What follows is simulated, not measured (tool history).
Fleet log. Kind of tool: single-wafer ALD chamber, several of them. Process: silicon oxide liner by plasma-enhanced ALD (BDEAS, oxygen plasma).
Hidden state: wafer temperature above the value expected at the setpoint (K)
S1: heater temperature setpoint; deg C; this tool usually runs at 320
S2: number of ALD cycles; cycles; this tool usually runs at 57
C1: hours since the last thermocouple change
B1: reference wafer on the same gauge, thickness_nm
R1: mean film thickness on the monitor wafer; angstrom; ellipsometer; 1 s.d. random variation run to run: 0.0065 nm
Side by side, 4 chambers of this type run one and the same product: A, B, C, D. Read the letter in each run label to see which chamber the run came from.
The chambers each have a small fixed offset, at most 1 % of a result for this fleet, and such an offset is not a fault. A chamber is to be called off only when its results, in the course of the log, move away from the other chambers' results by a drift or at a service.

run    day   S1  S2      C1      B1      R1
 1C  0.279  320  57   964.3  5.1011  51.498
 2D  0.529  320  57   346.6   5.104  51.737
 3B  0.808  320  57  2431.5  5.1026  51.431
     0.892  -- chamber C: thermocouple changed; heater temperature recalibrated
 4A  0.971  320  57  1109.8  5.1032  51.094
 5A  1.104  320  57    1113  5.1037  51.034
 6B  1.346  330  57  2444.4  5.1043  50.719
 7D  1.608  330  57   372.5  5.1051   51.14
 8C  1.854  330  57    23.2  5.1062   50.84
 9B  1.983  330  57  2459.7  5.1063  50.667
10A  2.196  320  57  1139.2   5.109  51.201
11D  2.388  320  57   391.2  5.1095   51.85
12C  2.567  320  57    40.3  5.1112  51.648
13B  2.808  320  57  2479.5  5.1105  51.469
14A  2.975  320  57  1157.9  5.1113  51.306
15D  3.175  310  67   410.1  5.1107  61.781
16C  3.458  310  67    61.7  5.1134  61.509
17A    3.7  310  67  1175.3  5.1157  60.976
18C  3.942  310  67    73.3  5.1159  61.598
19B  4.146  320  57  2511.6  5.1169  51.553
20D    4.3  320  57   437.1  5.1159  51.796
21C  4.542  307  57    87.7  5.1166  52.544
22A  4.754  307  57  1200.6  5.1196  52.224
23B  5.017  307  57  2532.5  5.1176  52.551
24D  5.171  307  57     458  5.1195  52.832
25A  5.454  320  57  1217.4  5.1211  51.236
26B  5.738  320  57  2549.8  5.1213  51.549
27C  5.929  320  57     121  5.1222  51.782
28D  6.183  325  47   482.3  5.1222  42.584
29B  6.421  325  47  2566.2  5.1219  42.267
30A  6.608  325  47  1245.1  5.1249  41.984
31C  6.871  325  47   143.6  5.1236  42.371

Does one chamber stand apart from the rest, does the shared gauge drift, or is all well apart from small per-chamber offsets? Give the chamber and the most likely cause, where there is one.

It is the gauge, not a chamber: its drift shows up in every chamber's results at once, and no chamber is off.
What lies behind it: gauge reads high (%) = 0.517.
